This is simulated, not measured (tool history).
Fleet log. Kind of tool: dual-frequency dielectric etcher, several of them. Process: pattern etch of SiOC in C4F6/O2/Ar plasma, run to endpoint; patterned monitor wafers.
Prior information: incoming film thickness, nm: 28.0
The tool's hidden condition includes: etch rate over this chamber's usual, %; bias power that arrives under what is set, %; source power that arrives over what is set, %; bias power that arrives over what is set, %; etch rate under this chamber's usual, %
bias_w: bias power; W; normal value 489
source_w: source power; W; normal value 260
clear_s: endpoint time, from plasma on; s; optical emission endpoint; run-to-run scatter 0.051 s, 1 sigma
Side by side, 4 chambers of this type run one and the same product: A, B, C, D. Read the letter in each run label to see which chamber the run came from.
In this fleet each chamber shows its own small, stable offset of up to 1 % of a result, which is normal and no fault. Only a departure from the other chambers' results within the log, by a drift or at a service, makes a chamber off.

run	day	bias_w	source_w	hours since the last wet clean	hours since the last bias power generator calibration	hours since the last source power generator calibration	clear_s
1C	0.342	489	260	254.8	1443.4	2010.4	11.078
2A	0.671	489	260	157	2319.7	3014.7	11.185
3B	1.225	489	260	223.5	104	1309.8	11.075
4D	1.525	489	260	337.4	3006.4	4255.9	11.055
5D	1.904	489	260	346.5	3015.5	4265	11.001
# day 2: chamber A: bias power generator calibrated
6C	2.396	489	260	304.1	1492.7	2059.7	11.086
7B	2.683	489	260	258.5	139	1344.8	11.13
8A	3.125	489	260	215.9	27	3073.6	11.053
9C	3.538	489	260	331.5	1520.1	2087.1	11.077
# day 4: chamber C: wet clean of the chamber
10B	4.104	489	260	292.6	173.1	1378.9	11.09
11D	4.658	489	260	412.6	3081.6	4331.1	11.063
12A	5.225	378	230	266.3	77.4	3124	12.589
13B	5.704	378	230	331	211.5	1417.3	12.73
14D	6.142	378	230	448.2	3117.2	4366.7	12.756
15C	6.592	378	230	62.3	1593.4	2160.4	12.655
16A	7.108	489	260	311.5	122.6	3169.2	10.88
17B	7.4	489	260	371.7	252.2	1458	11.158
18D	7.908	489	260	490.6	3159.6	4409.1	11.041
19A	8.221	489	260	338.2	149.3	3195.9	10.806
20C	8.521	489	260	108.6	1639.7	2206.7	11.129
21C	8.942	489	260	118.7	1649.8	2216.8	11.123
# day 9.079: chamber D: wet clean of the chamber
22A	9.371	489	260	365.8	176.9	3223.5	10.822
23B	9.654	489	260	425.8	306.3	1512.1	11.089
24D	9.933	489	260	20.5	3208.2	4457.7	10.967
25B	10.404	489	260	443.8	324.3	1530.1	11.139

The same settings go to every chamber for the next run, one line per chamber below. Forecast the results for each:
26A	10.833	403	260				?
26B	10.833	403	260				?
26C	10.833	403	260				?
26D	10.833	403	260				?

run	clear_s
26A	11.462
26B	11.92
26C	11.963
26D	11.923
